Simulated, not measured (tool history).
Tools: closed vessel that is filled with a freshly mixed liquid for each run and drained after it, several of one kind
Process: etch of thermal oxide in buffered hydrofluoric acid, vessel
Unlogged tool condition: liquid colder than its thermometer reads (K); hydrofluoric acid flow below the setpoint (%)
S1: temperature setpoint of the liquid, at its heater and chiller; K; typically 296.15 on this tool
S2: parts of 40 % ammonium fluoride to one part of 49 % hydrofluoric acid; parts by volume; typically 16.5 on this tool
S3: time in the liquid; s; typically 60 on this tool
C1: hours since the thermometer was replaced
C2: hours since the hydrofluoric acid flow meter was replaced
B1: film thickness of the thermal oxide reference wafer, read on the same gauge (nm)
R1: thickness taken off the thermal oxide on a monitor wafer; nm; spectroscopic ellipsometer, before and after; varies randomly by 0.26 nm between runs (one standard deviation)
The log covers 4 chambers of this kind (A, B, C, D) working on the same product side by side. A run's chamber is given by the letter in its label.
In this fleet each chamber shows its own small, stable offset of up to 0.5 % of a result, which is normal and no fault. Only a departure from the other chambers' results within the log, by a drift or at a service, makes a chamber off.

run 1D hour=8.7 | S1=296.15 S2=16.5 S3=60 | C1=262.4 C2=240 | B1=149.98 | R1=38.484
run 2C hour=16.3 | S1=296.15 S2=16.5 S3=60 | C1=1956.6 C2=1540.6 | B1=149.98 | R1=38.115
run 3B hour=25.8 | S1=296.15 S2=16.5 S3=60 | C1=808.3 C2=297.9 | B1=149.98 | R1=38.153
run 4A hour=32.5 | S1=296.15 S2=16.5 S3=60 | C1=969.6 C2=1396.7 | B1=150.01 | R1=38.306
run 5A hour=41.2 | S1=296.15 S2=16.5 S3=60 | C1=978.3 C2=1405.4 | B1=149.98 | R1=38.513
run 6B hour=49.8 | S1=296.15 S2=16.5 S3=60 | C1=832.3 C2=321.9 | B1=150 | R1=38.466
run 7D hour=61 | S1=296.15 S2=16.5 S3=60 | C1=314.7 C2=292.3 | B1=149.99 | R1=38.368
run 8C hour=68.2 | S1=296.15 S2=16.5 S3=60 | C1=2008.5 C2=1592.5 | B1=149.98 | R1=38.215
run 9C hour=78.6 | S1=296.15 S2=16.5 S3=60 | C1=2018.9 C2=1602.9 | B1=150.03 | R1=38.003
run 10A hour=84.9 | S1=296.15 S2=16.5 S3=60 | C1=1022 C2=1449.1 | B1=149.98 | R1=38.412
run 11B hour=95.6 | S1=298.65 S2=16.5 S3=40 | C1=878.1 C2=367.7 | B1=149.99 | R1=28.805
run 12D hour=101.5 | S1=298.65 S2=16.5 S3=40 | C1=355.2 C2=332.8 | B1=149.96 | R1=29.172
run 13A hour=106.9 | S1=298.65 S2=16.5 S3=40 | C1=1044 C2=1471.1 | B1=149.98 | R1=29.298
run 14D hour=111.8 | S1=298.65 S2=16.5 S3=40 | C1=365.5 C2=343.1 | B1=149.98 | R1=28.841
run 15B hour=120.5 | S1=296.15 S2=16.5 S3=60 | C1=903 C2=392.6 | B1=149.98 | R1=36.747
run 16C hour=127.9 | S1=296.15 S2=16.5 S3=60 | C1=2068.2 C2=1652.2 | B1=149.98 | R1=38.019
run 17A hour=136.1 | S1=296.15 S2=16.5 S3=60 | C1=1073.2 C2=1500.3 | B1=149.98 | R1=38.519
run 18B hour=144 | S1=296.15 S2=16.5 S3=60 | C1=926.5 C2=416.1 | B1=150.04 | R1=36.639
run 19D hour=154.2 | S1=296.15 S2=16.5 S3=60 | C1=407.9 C2=385.5 | B1=149.97 | R1=38.219
run 20C hour=162.1 | S1=296.15 S2=16.5 S3=60 | C1=2102.4 C2=1686.4 | B1=150.01 | R1=38.378
run 21B hour=168.3 | S1=296.15 S2=16.5 S3=60 | C1=950.8 C2=440.4 | B1=150 | R1=36.229
run 22C hour=177.6 | S1=299.15 S2=16.5 S3=75 | C1=2117.9 C2=1701.9 | B1=150 | R1=56.504
run 23D hour=186.9 | S1=299.15 S2=16.5 S3=75 | C1=440.6 C2=418.2 | B1=150.04 | R1=56.014
run 24A hour=193.1 | S1=299.15 S2=16.5 S3=75 | C1=1130.2 C2=1557.3 | B1=150.02 | R1=56.491
run 25D hour=201 | S1=299.15 S2=16.5 S3=75 | C1=454.7 C2=432.3 | B1=150.01 | R1=56.117
run 26C hour=206 | S1=296.15 S2=16.5 S3=60 | C1=2146.3 C2=1730.3 | B1=150 | R1=38.087
run 27A hour=214.1 | S1=296.15 S2=16.5 S3=60 | C1=1151.2 C2=1578.3 | B1=150.02 | R1=38.824
run 28B hour=220.6 | S1=296.15 S2=16.5 S3=60 | C1=1003.1 C2=492.7 | B1=150.02 | R1=35.453
run 29A hour=227.3 | S1=296.15 S2=16.5 S3=60 | C1=1164.4 C2=1591.5 | B1=149.99 | R1=38.257
run 30B hour=237.1 | S1=296.15 S2=16.5 S3=60 | C1=1019.6 C2=509.2 | B1=150 | R1=35.087

Does one chamber stand apart from the rest, does the shared gauge drift, or is all well apart from small per-chamber offsets? Give the chamber and the most likely cause, where there is one.

Chamber B drifts away from the others.
Likeliest cause: liquid colder than its thermometer reads (K) = 1.69.
The log may not separate it from: hydrofluoric acid flow below the setpoint (%).

Which of the 4 candidates below, each the usual settings with something changed and its results left as question marks, puts chamber B back in line with what the other chambers give on the usual settings?
To be in line, a result may differ from the other chambers' mean on the usual settings by at most: R1 0.9 nm
run 31B-1 hour=245.1 | S1=295.65 S2=17 S3=60 | R1=?
run 31B-2 hour=245.1 | S1=296.15 S2=15.5 S3=60 | R1=?
run 31B-3 hour=245.1 | S1=296.15 S2=16.5 S3=55 | R1=?
run 31B-4 hour=245.1 | S1=296.15 S2=15 S3=60 | R1=?

Usual-settings mean across the other chambers: R1 38.331 nm
run=31B-1 R1=32.956
run=31B-2 R1=37.047
run=31B-3 R1=31.96
run=31B-4 R1=38.243
With 31B-4, the chamber falls back in line with the rest.
